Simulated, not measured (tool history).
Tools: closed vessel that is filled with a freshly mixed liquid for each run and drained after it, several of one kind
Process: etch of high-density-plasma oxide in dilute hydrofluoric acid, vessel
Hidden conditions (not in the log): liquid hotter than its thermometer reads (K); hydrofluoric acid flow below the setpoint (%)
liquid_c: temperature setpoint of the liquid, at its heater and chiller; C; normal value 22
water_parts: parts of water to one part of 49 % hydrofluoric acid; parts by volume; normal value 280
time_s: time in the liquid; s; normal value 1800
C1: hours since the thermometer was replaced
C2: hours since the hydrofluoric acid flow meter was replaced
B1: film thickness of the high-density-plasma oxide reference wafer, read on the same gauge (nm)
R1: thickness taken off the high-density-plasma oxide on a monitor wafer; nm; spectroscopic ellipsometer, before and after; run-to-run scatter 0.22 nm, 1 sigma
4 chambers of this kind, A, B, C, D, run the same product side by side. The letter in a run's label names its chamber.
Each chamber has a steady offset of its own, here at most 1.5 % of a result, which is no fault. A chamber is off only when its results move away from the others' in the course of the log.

{"run": "1A", "hour": 4.3, "liquid_c": 22, "water_parts": 280, "time_s": 1800, "C1": 152.8, "C2": 1134.3, "B1": 89.999, "R1": 28.919}
{"run": "2B", "hour": 6.4, "liquid_c": 22, "water_parts": 280, "time_s": 1800, "C1": 602.8, "C2": 252.5, "B1": 90.037, "R1": 28.798}
{"run": "3C", "hour": 10.5, "liquid_c": 22, "water_parts": 280, "time_s": 1800, "C1": 509.9, "C2": 791, "B1": 90.017, "R1": 28.418}
{"run": "4D", "hour": 12.9, "liquid_c": 22, "water_parts": 280, "time_s": 1800, "C1": 324.1, "C2": 146.4, "B1": 90.013, "R1": 28.584}
{"run": "5A", "hour": 15.2, "liquid_c": 22, "water_parts": 280, "time_s": 1800, "C1": 163.7, "C2": 1145.2, "B1": 90.051, "R1": 28.559}
{"run": "6C", "hour": 19.5, "liquid_c": 22, "water_parts": 280, "time_s": 1800, "C1": 518.9, "C2": 800, "B1": 90.017, "R1": 28.387}
{"run": "7B", "hour": 24.3, "liquid_c": 19, "water_parts": 415, "time_s": 1800, "C1": 620.7, "C2": 270.4, "B1": 90.022, "R1": 15.331}
{"run": "8D", "hour": 28.8, "liquid_c": 19, "water_parts": 415, "time_s": 1800, "C1": 340, "C2": 162.3, "B1": 90.017, "R1": 15.674}
{"run": "9C", "hour": 33.5, "liquid_c": 19, "water_parts": 415, "time_s": 1800, "C1": 532.9, "C2": 814, "B1": 90.053, "R1": 15.44}
{"run": "10B", "hour": 37.2, "liquid_c": 19, "water_parts": 415, "time_s": 1800, "C1": 633.6, "C2": 283.3, "B1": 90.011, "R1": 15.292}
{"run": "11A", "hour": 41.0, "liquid_c": 22, "water_parts": 280, "time_s": 1800, "C1": 189.5, "C2": 1171, "B1": 89.991, "R1": 28.21}
{"run": "12D", "hour": 45.6, "liquid_c": 22, "water_parts": 280, "time_s": 1800, "C1": 356.8, "C2": 179.1, "B1": 90.048, "R1": 29.349}
{"run": "13D", "hour": 50.5, "liquid_c": 22, "water_parts": 385, "time_s": 1800, "C1": 361.7, "C2": 184, "B1": 89.93, "R1": 19.012}
{"run": "14C", "hour": 54.9, "liquid_c": 22, "water_parts": 385, "time_s": 1800, "C1": 554.3, "C2": 835.4, "B1": 90.033, "R1": 18.725}
{"run": "15A", "hour": 59.4, "liquid_c": 22, "water_parts": 385, "time_s": 1800, "C1": 207.9, "C2": 1189.4, "B1": 90.017, "R1": 18.981}
{"run": "16B", "hour": 64.0, "liquid_c": 22, "water_parts": 385, "time_s": 1800, "C1": 660.4, "C2": 310.1, "B1": 89.969, "R1": 18.669}
{"run": "17D", "hour": 67.2, "liquid_c": 22, "water_parts": 280, "time_s": 1800, "C1": 378.4, "C2": 200.7, "B1": 89.979, "R1": 29.078}
{"run": "18C", "hour": 69.6, "liquid_c": 22, "water_parts": 280, "time_s": 1800, "C1": 569, "C2": 850.1, "B1": 90.007, "R1": 28.343}
{"run": "19A", "hour": 74.2, "liquid_c": 22, "water_parts": 280, "time_s": 1800, "C1": 222.7, "C2": 1204.2, "B1": 90.003, "R1": 28.402}
{"run": "20B", "hour": 77.0, "liquid_c": 22, "water_parts": 280, "time_s": 1800, "C1": 673.4, "C2": 323.1, "B1": 90.012, "R1": 27.948}
{"run": "21D", "hour": 81.1, "liquid_c": 22, "water_parts": 280, "time_s": 1800, "C1": 392.3, "C2": 214.6, "B1": 90, "R1": 28.751}
{"run": "22A", "hour": 84.9, "liquid_c": 22, "water_parts": 280, "time_s": 1800, "C1": 233.4, "C2": 1214.9, "B1": 89.987, "R1": 28.29}
{"run": "23B", "hour": 88.3, "liquid_c": 22, "water_parts": 280, "time_s": 1800, "C1": 684.7, "C2": 334.4, "B1": 90.052, "R1": 27.623}
{"run": "24C", "hour": 93.1, "liquid_c": 22, "water_parts": 280, "time_s": 1800, "C1": 592.5, "C2": 873.6, "B1": 89.99, "R1": 28.198}
{"run": "25A", "hour": 95.7, "liquid_c": 22, "water_parts": 330, "time_s": 2780, "C1": 244.2, "C2": 1225.7, "B1": 89.968, "R1": 36.268}
{"run": "26B", "hour": 99.0, "liquid_c": 22, "water_parts": 330, "time_s": 2780, "C1": 695.4, "C2": 345.1, "B1": 90.042, "R1": 33.593}
{"run": "27C", "hour": 103.8, "liquid_c": 22, "water_parts": 330, "time_s": 2780, "C1": 603.2, "C2": 884.3, "B1": 90.028, "R1": 35.447}
{"run": "28D", "hour": 108.7, "liquid_c": 22, "water_parts": 330, "time_s": 2780, "C1": 419.9, "C2": 242.2, "B1": 89.977, "R1": 35.861}
{"run": "29C", "hour": 111.9, "liquid_c": 22, "water_parts": 335, "time_s": 1800, "C1": 611.3, "C2": 892.4, "B1": 89.986, "R1": 22.692}
{"run": "30D", "hour": 115.9, "liquid_c": 22, "water_parts": 335, "time_s": 1800, "C1": 427.1, "C2": 249.4, "B1": 90.004, "R1": 23.189}
{"run": "31A", "hour": 118.0, "liquid_c": 22, "water_parts": 335, "time_s": 1800, "C1": 266.5, "C2": 1248, "B1": 89.984, "R1": 22.59}
{"run": "32B", "hour": 120.3, "liquid_c": 22, "water_parts": 335, "time_s": 1800, "C1": 716.7, "C2": 366.4, "B1": 89.947, "R1": 21.015}
{"run": "33C", "hour": 125.1, "liquid_c": 22, "water_parts": 280, "time_s": 1800, "C1": 624.5, "C2": 905.6, "B1": 90.039, "R1": 28.715}
{"run": "34A", "hour": 128.8, "liquid_c": 22, "water_parts": 280, "time_s": 1800, "C1": 277.3, "C2": 1258.8, "B1": 90.037, "R1": 28.406}
{"run": "35D", "hour": 131.6, "liquid_c": 20.5, "water_parts": 160, "time_s": 1800, "C1": 442.8, "C2": 265.1, "B1": 89.962, "R1": 52.583}
{"run": "36B", "hour": 135.9, "liquid_c": 20.5, "water_parts": 160, "time_s": 1800, "C1": 732.3, "C2": 382, "B1": 89.955, "R1": 50.094}

All 4 chambers run these settings next. Forecast each chamber's results:
{"run": "37A", "hour": 139.4, "liquid_c": 22, "water_parts": 280, "time_s": 1800, "R1": "?"}
{"run": "37B", "hour": 139.4, "liquid_c": 22, "water_parts": 280, "time_s": 1800, "R1": "?"}
{"run": "37C", "hour": 139.4, "liquid_c": 22, "water_parts": 280, "time_s": 1800, "R1": "?"}
{"run": "37D", "hour": 139.4, "liquid_c": 22, "water_parts": 280, "time_s": 1800, "R1": "?"}

run=37A R1=28.187
run=37B R1=26.091
run=37C R1=27.997
run=37D R1=28.905

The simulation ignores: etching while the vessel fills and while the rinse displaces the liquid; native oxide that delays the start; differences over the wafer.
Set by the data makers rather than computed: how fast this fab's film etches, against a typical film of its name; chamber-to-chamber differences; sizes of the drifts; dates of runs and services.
